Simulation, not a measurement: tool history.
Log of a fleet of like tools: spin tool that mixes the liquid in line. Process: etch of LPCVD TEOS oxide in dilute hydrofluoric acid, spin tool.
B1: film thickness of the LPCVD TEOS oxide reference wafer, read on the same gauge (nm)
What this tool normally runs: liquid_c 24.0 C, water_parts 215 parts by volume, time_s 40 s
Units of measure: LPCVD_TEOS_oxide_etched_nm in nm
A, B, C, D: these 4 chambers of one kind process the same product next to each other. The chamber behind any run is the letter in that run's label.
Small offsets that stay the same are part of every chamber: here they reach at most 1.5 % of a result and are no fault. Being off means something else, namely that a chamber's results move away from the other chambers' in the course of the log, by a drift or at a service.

Run 1C, hour 4.0: usual settings; B1 29.987. Result: LPCVD_TEOS_oxide_etched_nm 4.5086 nm.
Run 2D, hour 7.2: usual settings; B1 30.010. Result: LPCVD_TEOS_oxide_etched_nm 4.4305 nm.
Run 3A, hour 10.0: usual settings; B1 29.999. Result: LPCVD_TEOS_oxide_etched_nm 4.5908 nm.
Run 4B, hour 15.8: usual settings; B1 29.991. Result: LPCVD_TEOS_oxide_etched_nm 4.5505 nm.
Run 5A, hour 19.9: usual settings; B1 29.989. Result: LPCVD_TEOS_oxide_etched_nm 4.5425 nm.
Run 6B, hour 24.5: usual settings but time_s 30 s; B1 29.996. Result: LPCVD_TEOS_oxide_etched_nm 3.4125 nm.
Run 7C, hour 30.8: usual settings but time_s 30 s; B1 29.999. Result: LPCVD_TEOS_oxide_etched_nm 3.4119 nm.
Run 8D, hour 34.5: usual settings but time_s 30 s; B1 30.012. Result: LPCVD_TEOS_oxide_etched_nm 3.3520 nm.
At hour 36.5: chamber A: thermometer replaced.
Run 9C, hour 38.8: usual settings but time_s 30 s; B1 30.008. Result: LPCVD_TEOS_oxide_etched_nm 3.3945 nm.
Run 10D, hour 42.4: usual settings; B1 30.002. Result: LPCVD_TEOS_oxide_etched_nm 4.4009 nm.
Run 11B, hour 45.6: usual settings; B1 30.008. Result: LPCVD_TEOS_oxide_etched_nm 4.5571 nm.
Run 12A, hour 51.0: usual settings; B1 29.995. Result: LPCVD_TEOS_oxide_etched_nm 4.5559 nm.
Run 13C, hour 55.4: usual settings; B1 29.969. Result: LPCVD_TEOS_oxide_etched_nm 4.5914 nm.
Run 14A, hour 58.5: usual settings; B1 30.007. Result: LPCVD_TEOS_oxide_etched_nm 4.5323 nm.
Run 15D, hour 63.6: usual settings; B1 30.004. Result: LPCVD_TEOS_oxide_etched_nm 4.4186 nm.
Run 16B, hour 68.4: usual settings; B1 30.002. Result: LPCVD_TEOS_oxide_etched_nm 4.5476 nm.
Run 17D, hour 72.9: usual settings but liquid_c 20.5 C; B1 30.013. Result: LPCVD_TEOS_oxide_etched_nm 3.8967 nm.
Run 18A, hour 77.4: usual settings but liquid_c 20.5 C; B1 30.009. Result: LPCVD_TEOS_oxide_etched_nm 3.9566 nm.
Run 19C, hour 80.7: usual settings but liquid_c 20.5 C; B1 30.012. Result: LPCVD_TEOS_oxide_etched_nm 4.0626 nm.
Run 20B, hour 86.9: usual settings but liquid_c 20.5 C; B1 29.998. Result: LPCVD_TEOS_oxide_etched_nm 4.0083 nm.
Run 21C, hour 90.6: usual settings; B1 29.998. Result: LPCVD_TEOS_oxide_etched_nm 4.6309 nm.
Run 22B, hour 97.1: usual settings; B1 29.992. Result: LPCVD_TEOS_oxide_etched_nm 4.5181 nm.
Run 23A, hour 100.8: usual settings; B1 30.013. Result: LPCVD_TEOS_oxide_etched_nm 4.5053 nm.
At hour 103.0: chamber D: hydrofluoric acid flow meter replaced.
Run 24D, hour 106.4: usual settings but water_parts 170 parts by volume; B1 30.002. Result: LPCVD_TEOS_oxide_etched_nm 5.9099 nm.
Run 25B, hour 112.1: usual settings but water_parts 170 parts by volume; B1 30.005. Result: LPCVD_TEOS_oxide_etched_nm 6.0838 nm.
Run 26A, hour 115.6: usual settings but water_parts 170 parts by volume; B1 30.005. Result: LPCVD_TEOS_oxide_etched_nm 6.0053 nm.
Run 27C, hour 121.6: usual settings but water_parts 170 parts by volume; B1 29.993. Result: LPCVD_TEOS_oxide_etched_nm 6.4111 nm.
Run 28D, hour 125.1: usual settings; B1 30.002. Result: LPCVD_TEOS_oxide_etched_nm 4.4576 nm.
Run 29A, hour 131.2: usual settings; B1 30.000. Result: LPCVD_TEOS_oxide_etched_nm 4.4710 nm.

All chambers now run identical settings, listed one chamber a line with results as question marks. What results will each chamber show?
Run 30A, hour 135.8: usual settings. Result: LPCVD_TEOS_oxide_etched_nm ?.
Run 30B, hour 135.8: usual settings. Result: LPCVD_TEOS_oxide_etched_nm ?.
Run 30C, hour 135.8: usual settings. Result: LPCVD_TEOS_oxide_etched_nm ?.
Run 30D, hour 135.8: usual settings. Result: LPCVD_TEOS_oxide_etched_nm ?.

run  LPCVD_TEOS_oxide_etched_nm
30A                      4.5085
30B                      4.5207
30C                      4.8314
30D                      4.4820
